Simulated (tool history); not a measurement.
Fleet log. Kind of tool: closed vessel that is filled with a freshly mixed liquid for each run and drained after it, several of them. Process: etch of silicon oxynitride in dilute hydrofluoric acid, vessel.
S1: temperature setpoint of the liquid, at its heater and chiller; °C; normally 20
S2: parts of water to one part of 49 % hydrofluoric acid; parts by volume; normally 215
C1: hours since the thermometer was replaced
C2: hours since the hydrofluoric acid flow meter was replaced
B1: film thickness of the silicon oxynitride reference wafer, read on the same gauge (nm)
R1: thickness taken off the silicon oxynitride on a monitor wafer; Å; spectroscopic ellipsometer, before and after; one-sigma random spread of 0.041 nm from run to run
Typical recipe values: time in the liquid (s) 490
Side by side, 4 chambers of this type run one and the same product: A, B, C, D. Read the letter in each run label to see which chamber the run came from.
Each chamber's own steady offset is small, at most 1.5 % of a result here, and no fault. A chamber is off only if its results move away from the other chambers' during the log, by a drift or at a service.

run 1A day=0.258 | S1=20 S2=215 time_in_the_liquid_(s)=490 | C1=368.3 C2=53.9 | B1=30.027 | R1=48.793
run 2C day=0.600 | S1=20 S2=215 time_in_the_liquid_(s)=490 | C1=152.7 C2=184.8 | B1=29.988 | R1=48.108
run 3D day=1.112 | S1=20 S2=215 time_in_the_liquid_(s)=490 | C1=1646.5 C2=396.8 | B1=29.916 | R1=47.529
run 4B day=1.600 | S1=20 S2=215 time_in_the_liquid_(s)=490 | C1=136.5 C2=829.2 | B1=29.989 | R1=47.215
run 5C day=1.838 | S1=20 S2=215 time_in_the_liquid_(s)=490 | C1=182.4 C2=214.5 | B1=29.976 | R1=47.600
run 6B day=2.175 | S1=20 S2=215 time_in_the_liquid_(s)=490 | C1=150.3 C2=843.0 | B1=29.951 | R1=47.610
run 7D day=2.512 | S1=20 S2=215 time_in_the_liquid_(s)=490 | C1=1680.1 C2=430.4 | B1=29.985 | R1=47.536
run 8A day=2.875 | S1=20 S2=215 time_in_the_liquid_(s)=490 | C1=431.1 C2=116.7 | B1=30.061 | R1=47.720
run 9B day=3.142 | S1=20 S2=215 time_in_the_liquid_(s)=390 | C1=173.5 C2=866.2 | B1=30.023 | R1=37.149
run 10A day=3.521 | S1=20 S2=215 time_in_the_liquid_(s)=390 | C1=446.6 C2=132.2 | B1=29.998 | R1=37.710
run 11C day=3.862 | S1=20 S2=215 time_in_the_liquid_(s)=390 | C1=231.0 C2=263.1 | B1=29.986 | R1=38.160
run 12D day=4.238 | S1=20 S2=215 time_in_the_liquid_(s)=390 | C1=1721.5 C2=471.8 | B1=29.962 | R1=37.684
run 13A day=4.479 | S1=20 S2=215 time_in_the_liquid_(s)=490 | C1=469.6 C2=155.2 | B1=29.961 | R1=47.662
run 14D day=4.800 | S1=20 S2=215 time_in_the_liquid_(s)=490 | C1=1735.0 C2=485.3 | B1=29.972 | R1=46.902
run 15C day=5.146 | S1=20 S2=215 time_in_the_liquid_(s)=490 | C1=261.8 C2=293.9 | B1=30.008 | R1=47.926
run 16B day=5.638 | S1=17 S2=215 time_in_the_liquid_(s)=490 | C1=233.4 C2=926.1 | B1=29.976 | R1=40.492
run 17B day=5.921 | S1=17 S2=215 time_in_the_liquid_(s)=490 | C1=240.2 C2=932.9 | B1=29.976 | R1=41.232
run 18A day=6.400 | S1=17 S2=215 time_in_the_liquid_(s)=490 | C1=515.7 C2=201.3 | B1=30.022 | R1=40.742
run 19D day=6.792 | S1=17 S2=215 time_in_the_liquid_(s)=490 | C1=1782.8 C2=533.1 | B1=30.003 | R1=42.137
-- day=7.071 chamber B: hydrofluoric acid flow meter replaced
run 20C day=7.300 | S1=20 S2=215 time_in_the_liquid_(s)=490 | C1=313.5 C2=345.6 | B1=30.029 | R1=48.499
run 21B day=7.683 | S1=20 S2=215 time_in_the_liquid_(s)=490 | C1=282.5 C2=14.7 | B1=30.003 | R1=47.618
run 22A day=8.142 | S1=20 S2=215 time_in_the_liquid_(s)=490 | C1=557.5 C2=243.1 | B1=29.966 | R1=46.581
run 23C day=8.450 | S1=20 S2=215 time_in_the_liquid_(s)=490 | C1=341.1 C2=373.2 | B1=30.023 | R1=47.371
run 24D day=8.933 | S1=20 S2=215 time_in_the_liquid_(s)=490 | C1=1834.2 C2=584.5 | B1=29.994 | R1=47.322
run 25C day=9.233 | S1=20 S2=215 time_in_the_liquid_(s)=490 | C1=359.9 C2=392.0 | B1=30.018 | R1=48.042
run 26D day=9.583 | S1=20 S2=215 time_in_the_liquid_(s)=490 | C1=1849.8 C2=600.1 | B1=29.939 | R1=48.117

Next, every chamber runs the same settings. What will each give?
run 27A day=9.962 | S1=20 S2=215 time_in_the_liquid_(s)=260 | R1=?
run 27B day=9.962 | S1=20 S2=215 time_in_the_liquid_(s)=260 | R1=?
run 27C day=9.962 | S1=20 S2=215 time_in_the_liquid_(s)=260 | R1=?
run 27D day=9.962 | S1=20 S2=215 time_in_the_liquid_(s)=260 | R1=?

run=27A R1=24.193
run=27B R1=25.127
run=27C R1=25.232
run=27D R1=25.641

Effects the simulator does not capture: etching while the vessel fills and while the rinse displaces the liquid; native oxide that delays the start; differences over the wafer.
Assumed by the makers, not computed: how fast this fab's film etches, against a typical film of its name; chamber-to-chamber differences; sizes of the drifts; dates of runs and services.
